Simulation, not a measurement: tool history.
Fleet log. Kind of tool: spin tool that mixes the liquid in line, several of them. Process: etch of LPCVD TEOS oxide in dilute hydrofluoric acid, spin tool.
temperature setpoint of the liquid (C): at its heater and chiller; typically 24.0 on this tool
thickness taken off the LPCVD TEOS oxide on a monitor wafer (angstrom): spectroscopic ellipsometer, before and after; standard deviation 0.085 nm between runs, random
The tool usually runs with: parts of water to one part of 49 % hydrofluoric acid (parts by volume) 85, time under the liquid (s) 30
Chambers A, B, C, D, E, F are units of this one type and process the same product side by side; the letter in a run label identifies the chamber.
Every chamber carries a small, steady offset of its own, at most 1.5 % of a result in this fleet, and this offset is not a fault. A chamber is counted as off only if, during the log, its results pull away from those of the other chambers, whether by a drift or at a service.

run   hour  temperature setpoint of the liquid (C)  parts of water to one part of 49 % hydrofluoric acid (parts by volume)  time under the liquid (s)  hours since the thermometer was replaced  hours since the hydrofluoric acid flow meter was replaced  read-back film thickness of the LPCVD TEOS oxide reference wafer, read on the same gauge (nm)  thickness taken off the LPCVD TEOS oxide on a monitor wafer (angstrom)
 1B    4.5                                    24.0                                                                      85                         30                                    2096.5                                                      734.5                                                                                         40.011                                                                  93.071
 2C    9.7                                    24.0                                                                      85                         30                                    1011.4                                                      392.3                                                                                         39.971                                                                  93.690
 3E   15.0                                    24.0                                                                      85                         30                                     502.3                                                      242.0                                                                                         40.000                                                                  93.527
 4F   18.5                                    24.0                                                                      85                         30                                    1515.2                                                      956.5                                                                                         40.044                                                                  94.447
 5A   23.6                                    24.0                                                                      85                         30                                    1620.7                                                      179.8                                                                                         40.027                                                                  94.012
 6D   29.7                                    24.0                                                                      85                         30                                    2048.9                                                      393.1                                                                                         39.999                                                                  92.718
 7F   35.1                                    24.0                                                                      85                         30                                    1531.8                                                      973.1                                                                                         40.012                                                                  94.553
 8E   41.5                                    24.0                                                                      85                         30                                     528.8                                                      268.5                                                                                         39.991                                                                  91.724
 9A   47.1                                    24.0                                                                      85                         30                                    1644.2                                                      203.3                                                                                         40.025                                                                  93.826
10D   50.9                                    24.0                                                                      85                         30                                    2070.1                                                      414.3                                                                                         40.005                                                                  92.174
11C   57.0                                    24.0                                                                      85                         30                                    1058.7                                                      439.6                                                                                         39.971                                                                  93.545
12B   62.3                                    24.0                                                                      85                         30                                    2154.3                                                      792.3                                                                                         39.964                                                                  92.821
13C   65.3                                    24.0                                                                      85                         15                                    1067.0                                                      447.9                                                                                         39.983                                                                  46.139
14D   71.5                                    24.0                                                                      85                         15                                    2090.7                                                      434.9                                                                                         39.948                                                                  45.768
15E   75.9                                    24.0                                                                      85                         15                                     563.2                                                      302.9                                                                                         40.024                                                                  46.793
16F   78.9                                    24.0                                                                      85                         15                                    1575.6                                                     1016.9                                                                                         40.033                                                                  45.504
      83.2  -- chamber D: hydrofluoric acid flow meter replaced
17A   84.0                                    24.0                                                                      85                         15                                    1681.1                                                      240.2                                                                                         39.966                                                                  46.195
18B   88.8                                    24.0                                                                      85                         15                                    2180.8                                                      818.8                                                                                         39.998                                                                  46.094
19F   93.3                                    24.0                                                                      85                         30                                    1590.0                                                     1031.3                                                                                         39.992                                                                  92.814
      93.4  -- chamber E: thermometer replaced
      95.2  -- chamber B: hydrofluoric acid flow meter replaced
20A   99.5                                    24.0                                                                      85                         30                                    1696.6                                                      255.7                                                                                         40.010                                                                  93.310
21E  104.2                                    24.0                                                                      85                         30                                      10.9                                                      331.2                                                                                         39.998                                                                  91.967
22D  107.9                                    24.0                                                                      85                         30                                    2127.1                                                       24.8                                                                                         39.993                                                                  92.372
23B  114.2                                    24.0                                                                      85                         30                                    2206.2                                                       19.1                                                                                         40.015                                                                  93.171
24C  120.3                                    24.0                                                                      85                         30                                    1122.0                                                      502.9                                                                                         40.027                                                                  91.672
25D  126.0                                    24.0                                                                      85                         30                                    2145.2                                                       42.9                                                                                         40.005                                                                  92.156
26A  131.1                                    28.5                                                                     110                         30                                    1728.2                                                      287.3                                                                                         39.955                                                                  82.629
27F  137.3                                    28.5                                                                     110                         30                                    1634.0                                                     1075.3                                                                                         40.016                                                                  81.958
28C  142.6                                    28.5                                                                     110                         30                                    1144.3                                                      525.2                                                                                         40.019                                                                  81.001
29B  146.3                                    28.5                                                                     110                         30                                    2238.3                                                       51.2                                                                                         39.999                                                                  83.226
30E  149.1                                    28.5                                                                     110                         30                                      55.8                                                      376.1                                                                                         40.006                                                                  83.952
31D  154.2                                    28.5                                                                     110                         30                                    2173.4                                                       71.1                                                                                         39.996                                                                  82.088
32B  157.9                                    24.0                                                                      85                         30                                    2249.9                                                       62.8                                                                                         40.034                                                                  90.803
33A  162.7                                    24.0                                                                      85                         30                                    1759.8                                                      318.9                                                                                         40.008                                                                  92.704
34E  168.8                                    24.0                                                                      85                         30                                      75.5                                                      395.8                                                                                         40.008                                                                  92.877
35C  173.7                                    24.0                                                                      85                         30                                    1175.4                                                      556.3                                                                                         39.944                                                                  92.986
36F  177.5                                    24.0                                                                      85                         30                                    1674.2                                                     1115.5                                                                                         40.034                                                                  92.420
37B  181.3                                    24.0                                                                      85                         30                                    2273.3                                                       86.2                                                                                         39.991                                                                  92.596
38A  185.5                                    24.0                                                                      85                         30                                    1782.6                                                      341.7                                                                                         40.016                                                                  93.598
39D  190.3                                    24.0                                                                      85                         30                                    2209.5                                                      107.2                                                                                         39.957                                                                  92.795
40F  194.5                                    24.0                                                                      85                         30                                    1691.2                                                     1132.5                                                                                         39.999                                                                  93.447
41C  200.5                                    24.0                                                                      85                         30                                    1202.2                                                      583.1                                                                                         39.995                                                                  91.892
42E  205.9                                    24.0                                                                      85                         30                                     112.6                                                      432.9                                                                                         39.970                                                                  92.012
43A  209.6                                    24.0                                                                      85                         30                                    1806.7                                                      365.8                                                                                         39.994                                                                  93.276
44C  213.9                                    24.0                                                                      85                         30                                    1215.6                                                      596.5                                                                                         39.996                                                                  92.222

Is one chamber off against the others, does the gauge drift, or is nothing wrong? If a chamber is off, say which, and what the likeliest cause is.

All chambers stay in line apart from their small fixed offsets, and the gauge does not drift.
